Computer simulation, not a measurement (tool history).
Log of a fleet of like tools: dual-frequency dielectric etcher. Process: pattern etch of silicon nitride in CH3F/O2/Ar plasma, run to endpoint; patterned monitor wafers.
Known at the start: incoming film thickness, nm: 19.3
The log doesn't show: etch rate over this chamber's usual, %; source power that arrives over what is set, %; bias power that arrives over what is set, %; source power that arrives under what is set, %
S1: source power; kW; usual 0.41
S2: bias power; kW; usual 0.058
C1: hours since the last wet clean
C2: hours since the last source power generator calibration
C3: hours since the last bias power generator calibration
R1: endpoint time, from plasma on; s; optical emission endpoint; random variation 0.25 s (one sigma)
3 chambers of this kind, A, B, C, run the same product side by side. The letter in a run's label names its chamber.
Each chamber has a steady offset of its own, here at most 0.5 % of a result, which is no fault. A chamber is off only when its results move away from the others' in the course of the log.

| run | hour | S1 | S2 | C1 | C2 | C3 | R1 |
|---|---|---|---|---|---|---|---|
| 1B | 5.7 | 0.41 | 0.058 | 104.2 | 4424.6 | 272.8 | 30.061 |
| 2C | 12.1 | 0.41 | 0.058 | 425.5 | 2986.2 | 1391.7 | 29.232 |
| 3A | 18.4 | 0.41 | 0.058 | 186.4 | 3142.9 | 2371.4 | 29.773 |
| 4B | 24.5 | 0.41 | 0.058 | 123 | 4443.4 | 291.6 | 29.799 |
| 5C | 28.9 | 0.45 | 0.058 | 442.3 | 3003 | 1408.5 | 28.565 |
| 6A | 35.9 | 0.45 | 0.058 | 203.9 | 3160.4 | 2388.9 | 28.404 |
| 7C | 39.5 | 0.45 | 0.058 | 452.9 | 3013.6 | 1419.1 | 28.76 |
| 8A | 44.2 | 0.41 | 0.058 | 212.2 | 3168.7 | 2397.2 | 29.365 |
| 9B | 50.6 | 0.41 | 0.058 | 149.1 | 4469.5 | 317.7 | 29.683 |
| 10A | 55.4 | 0.41 | 0.058 | 223.4 | 3179.9 | 2408.4 | 29.87 |
| 11B | 61.8 | 0.41 | 0.058 | 160.3 | 4480.7 | 328.9 | 29.748 |
| 12C | 68.8 | 0.41 | 0.058 | 482.2 | 3042.9 | 1448.4 | 29.666 |
|  | 69.6 | chamber A: bias power generator calibrated |
| 13C | 75.8 | 0.41 | 0.058 | 489.2 | 3049.9 | 1455.4 | 29.601 |
| 14B | 82.8 | 0.41 | 0.058 | 181.3 | 4501.7 | 349.9 | 29.776 |
|  | 86.5 | chamber B: source power generator calibrated |
| 15A | 87.9 | 0.41 | 0.058 | 255.9 | 3212.4 | 18.3 | 29.644 |
| 16C | 94.2 | 0.41 | 0.058 | 507.6 | 3068.3 | 1473.8 | 29.719 |
| 17B | 99.1 | 0.41 | 0.058 | 197.6 | 12.7 | 366.2 | 29.844 |
| 18A | 106.1 | 0.41 | 0.058 | 274.1 | 3230.6 | 36.5 | 29.792 |
| 19C | 112 | 0.41 | 0.058 | 525.4 | 3086.1 | 1491.6 | 30.137 |
| 20B | 118.1 | 0.41 | 0.05 | 216.6 | 31.7 | 385.2 | 31.332 |
| 21A | 122.8 | 0.41 | 0.05 | 290.8 | 3247.3 | 53.2 | 31.274 |
| 22A | 126.9 | 0.41 | 0.05 | 294.9 | 3251.4 | 57.3 | 31.356 |
| 23C | 134 | 0.41 | 0.058 | 547.4 | 3108.1 | 1513.6 | 30.187 |
| 24B | 138.6 | 0.41 | 0.058 | 237.1 | 52.2 | 405.7 | 29.759 |
| 25B | 141.8 | 0.41 | 0.058 | 240.3 | 55.4 | 408.9 | 29.763 |
| 26A | 147 | 0.41 | 0.058 | 315 | 3271.5 | 77.4 | 29.88 |
| 27C | 153.2 | 0.35 | 0.05 | 566.6 | 3127.3 | 1532.8 | 32.913 |
| 28B | 156.8 | 0.35 | 0.05 | 255.3 | 70.4 | 423.9 | 33.161 |
| 29C | 163.7 | 0.35 | 0.05 | 577.1 | 3137.8 | 1543.3 | 32.653 |
| 30A | 169.2 | 0.49 | 0.058 | 337.2 | 3293.7 | 99.6 | 27.651 |
| 31C | 175 | 0.49 | 0.058 | 588.4 | 3149.1 | 1554.6 | 27.691 |
| 32B | 180.4 | 0.49 | 0.058 | 278.9 | 94 | 447.5 | 27.709 |
| 33A | 186 | 0.41 | 0.058 | 354 | 3310.5 | 116.4 | 30.027 |
| 34B | 192.9 | 0.41 | 0.058 | 291.4 | 106.5 | 460 | 29.913 |
| 35A | 196.5 | 0.41 | 0.058 | 364.5 | 3321 | 126.9 | 29.557 |
| 36C | 200.7 | 0.41 | 0.048 | 614.1 | 3174.8 | 1580.3 | 31.26 |
| 37A | 203.9 | 0.41 | 0.048 | 371.9 | 3328.4 | 134.3 | 31.379 |
| 38B | 208 | 0.41 | 0.048 | 306.5 | 121.6 | 475.1 | 31.533 |
| 39C | 211.2 | 0.41 | 0.058 | 624.6 | 3185.3 | 1590.8 | 29.96 |

What goes on in this fleet: one chamber off, a drifting gauge, or nothing beyond the chambers' own small offsets? Name the chamber and the cause, if any.

No chamber stands off beyond its own small offset, and the gauge holds steady.

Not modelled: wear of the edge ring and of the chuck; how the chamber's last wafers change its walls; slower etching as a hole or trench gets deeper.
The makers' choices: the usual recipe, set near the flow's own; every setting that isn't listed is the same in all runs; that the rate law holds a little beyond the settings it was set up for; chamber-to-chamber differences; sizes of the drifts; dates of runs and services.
